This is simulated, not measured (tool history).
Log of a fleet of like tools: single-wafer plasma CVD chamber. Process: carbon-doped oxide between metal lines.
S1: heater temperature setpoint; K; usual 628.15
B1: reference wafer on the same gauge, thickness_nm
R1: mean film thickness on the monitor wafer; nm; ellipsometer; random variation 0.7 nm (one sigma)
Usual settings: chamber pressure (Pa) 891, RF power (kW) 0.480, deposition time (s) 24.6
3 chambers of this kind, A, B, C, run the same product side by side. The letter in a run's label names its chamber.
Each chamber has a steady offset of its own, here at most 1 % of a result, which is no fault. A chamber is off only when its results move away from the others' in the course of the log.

run 1C hour=6.3 | S1=628.15 chamber_pressure_(Pa)=891 RF_power_(kW)=0.480 deposition_time_(s)=24.6 | B1=120.05 | R1=123.28
run 2A hour=18.2 | S1=628.15 chamber_pressure_(Pa)=891 RF_power_(kW)=0.480 deposition_time_(s)=24.6 | B1=120.05 | R1=124.58
run 3B hour=25.4 | S1=628.15 chamber_pressure_(Pa)=891 RF_power_(kW)=0.480 deposition_time_(s)=24.6 | B1=119.99 | R1=125.47
run 4C hour=35.9 | S1=628.15 chamber_pressure_(Pa)=891 RF_power_(kW)=0.480 deposition_time_(s)=24.6 | B1=119.92 | R1=124.39
run 5B hour=46.1 | S1=628.15 chamber_pressure_(Pa)=891 RF_power_(kW)=0.480 deposition_time_(s)=24.6 | B1=120.06 | R1=126.40
run 6A hour=56.3 | S1=628.15 chamber_pressure_(Pa)=752 RF_power_(kW)=0.525 deposition_time_(s)=24.6 | B1=119.91 | R1=128.83
run 7A hour=63.1 | S1=628.15 chamber_pressure_(Pa)=752 RF_power_(kW)=0.525 deposition_time_(s)=24.6 | B1=120.07 | R1=129.07
run 8C hour=68.8 | S1=628.15 chamber_pressure_(Pa)=752 RF_power_(kW)=0.525 deposition_time_(s)=24.6 | B1=120.11 | R1=129.63
run 9B hour=76.4 | S1=640.15 chamber_pressure_(Pa)=891 RF_power_(kW)=0.480 deposition_time_(s)=22.0 | B1=120.04 | R1=110.11
-- hour=80.8 chamber C: thermocouple changed; heater temperature recalibrated
run 10B hour=88.4 | S1=640.15 chamber_pressure_(Pa)=891 RF_power_(kW)=0.480 deposition_time_(s)=22.0 | B1=120.22 | R1=109.46
run 11C hour=100.0 | S1=640.15 chamber_pressure_(Pa)=891 RF_power_(kW)=0.480 deposition_time_(s)=22.0 | B1=120.02 | R1=108.89
run 12A hour=109.9 | S1=628.15 chamber_pressure_(Pa)=891 RF_power_(kW)=0.480 deposition_time_(s)=24.6 | B1=119.94 | R1=124.91
run 13A hour=117.5 | S1=628.15 chamber_pressure_(Pa)=891 RF_power_(kW)=0.480 deposition_time_(s)=24.6 | B1=119.88 | R1=124.46
run 14B hour=128.5 | S1=628.15 chamber_pressure_(Pa)=891 RF_power_(kW)=0.480 deposition_time_(s)=24.6 | B1=120.06 | R1=126.14
run 15C hour=141.0 | S1=628.15 chamber_pressure_(Pa)=891 RF_power_(kW)=0.575 deposition_time_(s)=27.7 | B1=119.90 | R1=154.06
run 16B hour=152.2 | S1=628.15 chamber_pressure_(Pa)=891 RF_power_(kW)=0.575 deposition_time_(s)=27.7 | B1=119.85 | R1=157.87
run 17A hour=163.1 | S1=628.15 chamber_pressure_(Pa)=891 RF_power_(kW)=0.575 deposition_time_(s)=27.7 | B1=119.89 | R1=157.64
run 18C hour=173.9 | S1=628.15 chamber_pressure_(Pa)=891 RF_power_(kW)=0.480 deposition_time_(s)=27.3 | B1=119.91 | R1=135.97
run 19C hour=183.4 | S1=628.15 chamber_pressure_(Pa)=891 RF_power_(kW)=0.480 deposition_time_(s)=27.3 | B1=120.05 | R1=135.36
run 20A hour=192.0 | S1=628.15 chamber_pressure_(Pa)=891 RF_power_(kW)=0.480 deposition_time_(s)=27.3 | B1=120.13 | R1=137.10
run 21B hour=198.8 | S1=628.15 chamber_pressure_(Pa)=891 RF_power_(kW)=0.480 deposition_time_(s)=24.6 | B1=120.07 | R1=126.41
-- hour=204.1 chamber B: thermocouple changed; heater temperature recalibrated
run 22A hour=209.2 | S1=628.15 chamber_pressure_(Pa)=891 RF_power_(kW)=0.480 deposition_time_(s)=24.6 | B1=120.27 | R1=124.45
run 23C hour=220.5 | S1=628.15 chamber_pressure_(Pa)=891 RF_power_(kW)=0.480 deposition_time_(s)=24.6 | B1=119.88 | R1=120.83
run 24B hour=227.3 | S1=628.15 chamber_pressure_(Pa)=891 RF_power_(kW)=0.480 deposition_time_(s)=24.6 | B1=120.02 | R1=125.51
run 25C hour=233.0 | S1=628.15 chamber_pressure_(Pa)=891 RF_power_(kW)=0.480 deposition_time_(s)=24.6 | B1=119.94 | R1=122.22
run 26A hour=240.0 | S1=628.15 chamber_pressure_(Pa)=891 RF_power_(kW)=0.480 deposition_time_(s)=24.6 | B1=119.90 | R1=124.33
run 27B hour=248.0 | S1=628.15 chamber_pressure_(Pa)=891 RF_power_(kW)=0.480 deposition_time_(s)=24.6 | B1=120.05 | R1=126.52
run 28B hour=259.7 | S1=628.15 chamber_pressure_(Pa)=891 RF_power_(kW)=0.480 deposition_time_(s)=24.6 | B1=120.04 | R1=126.83
run 29A hour=272.7 | S1=628.15 chamber_pressure_(Pa)=891 RF_power_(kW)=0.480 deposition_time_(s)=24.6 | B1=120.02 | R1=124.80
run 30C hour=282.2 | S1=628.15 chamber_pressure_(Pa)=891 RF_power_(kW)=0.480 deposition_time_(s)=24.6 | B1=119.91 | R1=119.57
run 31C hour=293.7 | S1=628.15 chamber_pressure_(Pa)=891 RF_power_(kW)=0.480 deposition_time_(s)=24.6 | B1=119.98 | R1=120.21
run 32A hour=302.0 | S1=628.15 chamber_pressure_(Pa)=891 RF_power_(kW)=0.480 deposition_time_(s)=24.6 | B1=119.87 | R1=125.33
run 33B hour=308.7 | S1=628.15 chamber_pressure_(Pa)=891 RF_power_(kW)=0.480 deposition_time_(s)=24.6 | B1=119.90 | R1=126.41
run 34B hour=318.9 | S1=628.15 chamber_pressure_(Pa)=891 RF_power_(kW)=0.480 deposition_time_(s)=24.6 | B1=120.19 | R1=126.95

What goes on in this fleet: one chamber off, a drifting gauge, or nothing beyond the chambers' own small offsets? Name the chamber and the cause, if any.

Chamber C drifts away from the others.
Cause: delivered RF power below the setpoint (%) = 5.39.

Here are 4 candidates for chamber C's next run, each the usual settings with a change, their results left as question marks. Which one brings its results back in line with what the others give on the usual settings?
In line means no further than this from the other chambers' mean on the usual settings: R1 2.50 nm
run 35C-1 hour=328.2 | S1=629.15 chamber_pressure_(Pa)=891 RF_power_(kW)=0.460 deposition_time_(s)=23.1 | R1=?
run 35C-2 hour=328.2 | S1=627.15 chamber_pressure_(Pa)=897 RF_power_(kW)=0.500 deposition_time_(s)=26.1 | R1=?
run 35C-3 hour=328.2 | S1=628.15 chamber_pressure_(Pa)=891 RF_power_(kW)=0.490 deposition_time_(s)=25.3 | R1=?
run 35C-4 hour=328.2 | S1=628.15 chamber_pressure_(Pa)=881 RF_power_(kW)=0.450 deposition_time_(s)=24.6 | R1=?

The other chambers' mean on the usual settings: R1 125.44 nm
run=35C-1 R1=108.87
run=35C-2 R1=130.93
run=35C-3 R1=124.93
run=35C-4 R1=114.15
35C-3 brings the chamber back in line.

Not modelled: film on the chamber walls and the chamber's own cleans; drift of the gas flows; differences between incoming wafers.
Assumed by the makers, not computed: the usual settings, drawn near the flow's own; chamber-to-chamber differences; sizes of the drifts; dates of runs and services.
